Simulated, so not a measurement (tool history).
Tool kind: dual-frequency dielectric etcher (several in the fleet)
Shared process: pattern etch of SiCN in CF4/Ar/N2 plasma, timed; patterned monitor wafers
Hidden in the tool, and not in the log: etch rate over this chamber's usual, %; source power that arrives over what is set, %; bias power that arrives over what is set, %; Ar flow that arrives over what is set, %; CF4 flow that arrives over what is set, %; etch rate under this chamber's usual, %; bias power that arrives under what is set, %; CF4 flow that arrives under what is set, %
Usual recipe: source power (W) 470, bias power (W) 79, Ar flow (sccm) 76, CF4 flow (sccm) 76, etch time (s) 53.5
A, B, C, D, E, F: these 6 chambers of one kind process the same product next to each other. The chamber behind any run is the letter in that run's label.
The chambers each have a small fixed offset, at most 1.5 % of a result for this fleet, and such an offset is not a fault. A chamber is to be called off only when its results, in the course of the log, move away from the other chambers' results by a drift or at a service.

run   hour  source power (W)  bias power (W)  Ar flow (sccm)  CF4 flow (sccm)  etch time (s)  hours since the last wet clean  hours since the last source power generator calibration  hours since the last bias power generator calibration  hours since the last Ar flow controller change  hours since the last CF4 flow controller change  read-back reference wafer on the same gauge, depth_nm  mean etch depth across the wafer (nm)
       0.8  -- chamber D: wet clean of the chamber
 1E   11.1               470              79              76               76           53.5                           318.0                                                   3423.8                                                 1435.9                                          2182.3                                           3196.2                                                 55.899                                 51.662
 2B   20.3               470              79              76               76           53.5                           245.0                                                    841.9                                                 5224.1                                          2071.5                                           4618.6                                                 55.897                                 51.468
      21.0  -- chamber B: bias power generator calibrated
 3C   25.7               470              79              76               76           53.5                           343.8                                                   1750.5                                                 4093.2                                           636.3                                           1705.9                                                 55.882                                 52.416
      33.7  -- chamber F: CF4 flow controller replaced
 4D   37.0               470              79              76               76           53.5                            36.2                                                    587.6                                                  249.0                                          3330.8                                            593.2                                                 55.939                                 51.656
 5A   46.3               470              79              76               76           53.5                           185.6                                                    990.4                                                 1871.1                                           423.1                                           4389.6                                                 55.926                                 51.707
      56.3  -- chamber E: wet clean of the chamber
 6F   57.3               470              79              76               76           53.5                           359.2                                                   1795.8                                                 1087.8                                          2411.5                                             23.6                                                 55.895                                 52.100
 7F   65.9               470              79              76               76           53.5                           367.8                                                   1804.4                                                 1096.4                                          2420.1                                             32.2                                                 55.923                                 51.951
      69.5  -- chamber C: wet clean of the chamber
 8C   75.0               470              79              76               76           53.5                             5.6                                                   1799.8                                                 4142.5                                           685.6                                           1755.2                                                 55.900                                 52.587
 9D   82.4               470              79              83               76           53.5                            81.6                                                    633.0                                                  294.4                                          3376.2                                            638.6                                                 55.918                                 51.240
      85.2  -- chamber C: CF4 flow controller replaced
10A   88.1               470              79              83               76           53.5                           227.4                                                   1032.2                                                 1912.9                                           464.9                                           4431.4                                                 55.902                                 51.303
11E   93.7               470              79              83               76           53.5                            37.4                                                   3506.4                                                 1518.5                                          2264.9                                           3278.8                                                 55.900                                 50.499
12B  102.8               470              79              83               76           53.5                           327.5                                                    924.4                                                   81.9                                          2154.0                                           4701.1                                                 55.866                                 51.247
     107.0  -- chamber B: CF4 flow controller replaced
13B  108.6               470              79              83               76           53.5                           333.3                                                    930.2                                                   87.7                                          2159.8                                              1.7                                                 55.897                                 51.052
     109.2  -- chamber B: wet clean of the chamber
14D  115.5               470              79              83               76           53.5                           114.7                                                    666.1                                                  327.5                                          3409.3                                            671.7                                                 55.871                                 51.177
15A  121.6               470              79              76               76           53.5                           260.9                                                   1065.7                                                 1946.4                                           498.4                                           4464.9                                                 55.919                                 51.686
16F  132.1               470              79              76               67           53.5                           434.0                                                   1870.6                                                 1162.6                                          2486.3                                             98.4                                                 55.917                                 51.074
     136.5  -- chamber F: wet clean of the chamber
17E  142.3               470              79              76               67           53.5                            86.0                                                   3555.0                                                 1567.1                                          2313.5                                           3327.4                                                 55.879                                 50.541
18C  153.0               470              79              76               67           53.5                            83.6                                                   1877.8                                                 4220.5                                           763.6                                             67.8                                                 55.921                                 51.753
19A  160.9               470              79              76               67           53.5                           300.2                                                   1105.0                                                 1985.7                                           537.7                                           4504.2                                                 55.941                                 50.898
20E  170.9               470              79              76               67           53.5                           114.6                                                   3583.6                                                 1595.7                                          2342.1                                           3356.0                                                 55.888                                 50.226
21C  181.1               470              79              76               67           53.5                           111.7                                                   1905.9                                                 4248.6                                           791.7                                             95.9                                                 55.863                                 51.582
22D  190.4               470              79              76               76           53.5                           189.6                                                    741.0                                                  402.4                                          3484.2                                            746.6                                                 55.914                                 51.819
23F  198.0               550              79              76               76           53.5                            61.5                                                   1936.5                                                 1228.5                                          2552.2                                            164.3                                                 55.851                                 59.357
24B  203.4               550              79              76               76           53.5                            94.2                                                   1025.0                                                  182.5                                          2254.6                                             96.5                                                 55.888                                 57.387
25C  213.0               550              79              76               76           53.5                           143.6                                                   1937.8                                                 4280.5                                           823.6                                            127.8                                                 55.930                                 60.439
     220.2  -- chamber E: source power generator calibrated
26D  224.3               550              79              76               76           53.5                           223.5                                                    774.9                                                  436.3                                          3518.1                                            780.5                                                 55.941                                 59.364
27A  232.8               550              79              76               76           53.5                           372.1                                                   1176.9                                                 2057.6                                           609.6                                           4576.1                                                 55.923                                 59.032
     233.3  -- chamber C: bias power generator calibrated
28B  238.7               550              79              76               76           53.5                           129.5                                                   1060.3                                                  217.8                                          2289.9                                            131.8                                                 55.891                                 57.719
29E  245.2               470              79              76               76           53.5                           188.9                                                     25.1                                                 1670.0                                          2416.4                                           3430.3                                                 55.879                                 51.421
30F  251.0               470              79              76               76           53.5                           114.5                                                   1989.5                                                 1281.5                                          2605.2                                            217.3                                                 55.904                                 51.835
31B  258.1               470              79              76               76           53.5                           148.9                                                   1079.7                                                  237.2                                          2309.3                                            151.2                                                 55.879                                 50.037
32A  263.8               470              79              92               76           53.5                           403.1                                                   1207.9                                                 2088.6                                           640.6                                           4607.1                                                 55.888                                 50.488
33E  270.5               470              79              92               76           53.5                           214.2                                                     50.4                                                 1695.3                                          2441.7                                           3455.6                                                 55.915                                 50.041
34C  281.7               470              79              92               76           53.5                           212.3                                                   2006.5                                                   48.5                                           892.3                                            196.5                                                 55.897                                 51.075
35D  288.3               470              79              92               76           53.5                           287.5                                                    838.9                                                  500.3                                          3582.1                                            844.5                                                 55.898                                 50.630
36F  297.1               470              79              92               76           53.5                           160.6                                                   2035.6                                                 1327.6                                          2651.3                                            263.4                                                 55.855                                 50.558
37C  304.9               470              79              92               76           53.5                           235.5                                                   2029.7                                                   71.7                                           915.5                                            219.7                                                 55.949                                 51.299
38E  314.6               470              79              76               76           53.5                           258.3                                                     94.5                                                 1739.4                                          2485.8                                           3499.7                                                 55.899                                 51.346

What goes on in this fleet: one chamber off, a drifting gauge, or nothing beyond the chambers' own small offsets? Name the chamber and the cause, if any.

After it was serviced, chamber B no longer matches the other chambers.
Most likely cause: etch rate under this chamber's usual, % = 3.27.

Which of the 4 candidates below, each the usual settings with something changed and its results left as question marks, puts chamber B back in line with what the other chambers give on the usual settings?
Allowed miss from the other chambers' usual-settings mean, per result, to count as in line: mean etch depth across the wafer (nm) 0.460
39B-1  322.9               460              79              76               76           52.5                                                                                                                                                                                                                                                                                                                                              ?
39B-2  322.9               470              82              75               76           53.5                                                                                                                                                                                                                                                                                                                                              ?
39B-3  322.9               470              86              73               76           53.5                                                                                                                                                                                                                                                                                                                                              ?
39B-4  322.9               470              79              80               72           53.5                                                                                                                                                                                                                                                                                                                                              ?

Average result of the remaining chambers running the usual settings: mean etch depth across the wafer (nm) 51.832
  run  mean etch depth across the wafer (nm)
39B-1                                 48.168
39B-2                                 50.750
39B-3                                 51.760
39B-4                                 49.336
It is 39B-3 that realigns the chamber with its peers.
